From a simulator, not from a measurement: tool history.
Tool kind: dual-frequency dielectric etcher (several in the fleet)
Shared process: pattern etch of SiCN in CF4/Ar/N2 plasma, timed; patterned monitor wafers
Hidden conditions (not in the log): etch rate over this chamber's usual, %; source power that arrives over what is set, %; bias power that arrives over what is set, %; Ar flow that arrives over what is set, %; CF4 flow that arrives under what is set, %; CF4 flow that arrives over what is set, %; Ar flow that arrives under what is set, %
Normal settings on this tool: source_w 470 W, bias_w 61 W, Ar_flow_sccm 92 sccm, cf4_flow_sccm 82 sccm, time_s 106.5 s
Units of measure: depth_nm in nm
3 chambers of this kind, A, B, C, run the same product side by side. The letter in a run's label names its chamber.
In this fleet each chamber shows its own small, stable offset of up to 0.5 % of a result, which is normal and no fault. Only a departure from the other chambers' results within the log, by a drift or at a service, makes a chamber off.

run	hour	source_w	bias_w	Ar_flow_sccm	cf4_flow_sccm	time_s	hours since the last wet clean	hours since the last source power generator calibration	hours since the last bias power generator calibration	hours since the last Ar flow controller change	hours since the last CF4 flow controller change	read-back reference wafer on the same gauge, depth_nm	depth_nm
1B	5.6	470	61	92	82	106.5	113.2	2660.5	1175.2	577.3	420.1	89.867	92.911
2A	11.2	470	61	92	82	106.5	178.6	4638.4	880.6	275.1	1127.9	89.878	93.65
3C	18.2	470	61	92	82	106.5	473.9	3218.3	77.9	1913.7	3410.2	89.822	94.008
4C	21.8	470	61	92	82	106.5	477.5	3221.9	81.5	1917.3	3413.8	89.806	93.772
5B	24.9	470	61	92	82	106.5	132.5	2679.8	1194.5	596.6	439.4	89.822	93.03
6A	30.8	470	61	92	82	106.5	198.2	4658	900.2	294.7	1147.5	89.774	93.44
7C	37.1	470	61	92	82	106.5	492.8	3237.2	96.8	1932.6	3429.1	89.794	93.418
8B	41.3	470	61	102	82	106.5	148.9	2696.2	1210.9	613	455.8	89.686	91.514
9A	44.6	470	61	102	82	106.5	212	4671.8	914	308.5	1161.3	89.71	92.228
10A	50.8	470	61	102	82	106.5	218.2	4678	920.2	314.7	1167.5	89.683	92.41
11B	54.6	360	73	92	82	106.5	162.2	2709.5	1224.2	626.3	469.1	89.652	77.653
12C	59.3	360	73	92	82	106.5	515	3259.4	119	1954.8	3451.3	89.636	78.199
13C	62.9	360	73	92	82	106.5	518.6	3263	122.6	1958.4	3454.9	89.607	78.39
14B	66.6	470	61	92	82	106.5	174.2	2721.5	1236.2	638.3	481.1	89.63	92.634
15A	70.9	470	61	92	82	106.5	238.3	4698.1	940.3	334.8	1187.6	89.561	93.743
16C	74.6	470	61	92	82	106.5	530.3	3274.7	134.3	1970.1	3466.6	89.592	93.51
17A	79.7	470	61	92	82	106.5	247.1	4706.9	949.1	343.6	1196.4	89.514	93.426
18B	86.4	470	61	92	82	106.5	194	2741.3	1256	658.1	500.9	89.539	92.773
19B	92.2	360	61	92	82	106.5	199.8	2747.1	1261.8	663.9	506.7	89.566	73.141
20A	96.9	360	61	92	82	106.5	264.3	4724.1	966.3	360.8	1213.6	89.467	74.033
21C	101.4	360	61	92	82	106.5	557.1	3301.5	161.1	1996.9	3493.4	89.498	73.58
22A	107.6	470	61	92	82	106.5	275	4734.8	977	371.5	1224.3	89.415	93.542
23B	114.7	470	61	92	82	106.5	222.3	2769.6	1284.3	686.4	529.2	89.429	92.752
24C	117.8	470	61	92	82	106.5	573.5	3317.9	177.5	2013.3	3509.8	89.412	93.443
25B	124.8	470	61	92	82	106.5	232.4	2779.7	1294.4	696.5	539.3	89.345	92.261
26A	130	470	73	92	82	106.5	297.4	4757.2	999.4	393.9	1246.7	89.34	98.953
27C	135.5	470	73	92	82	106.5	591.2	3335.6	195.2	2031	3527.5	89.333	98.966
28C	140.5	470	73	92	82	106.5	596.2	3340.6	200.2	2036	3532.5	89.336	99.125
29B	145.7	590	61	92	82	75.5	253.3	2800.6	1315.3	717.4	560.2	89.263	79.958

Is one chamber out of step, is the gauge drifting, or do the chambers differ by no more than their own small offsets? For an off chamber, give its letter and the likeliest cause.

Every chamber seems to shift together because the gauge that measures them all drifts; the chambers themselves are fine.
What lies behind it: gauge reads low (%) = 0.714.
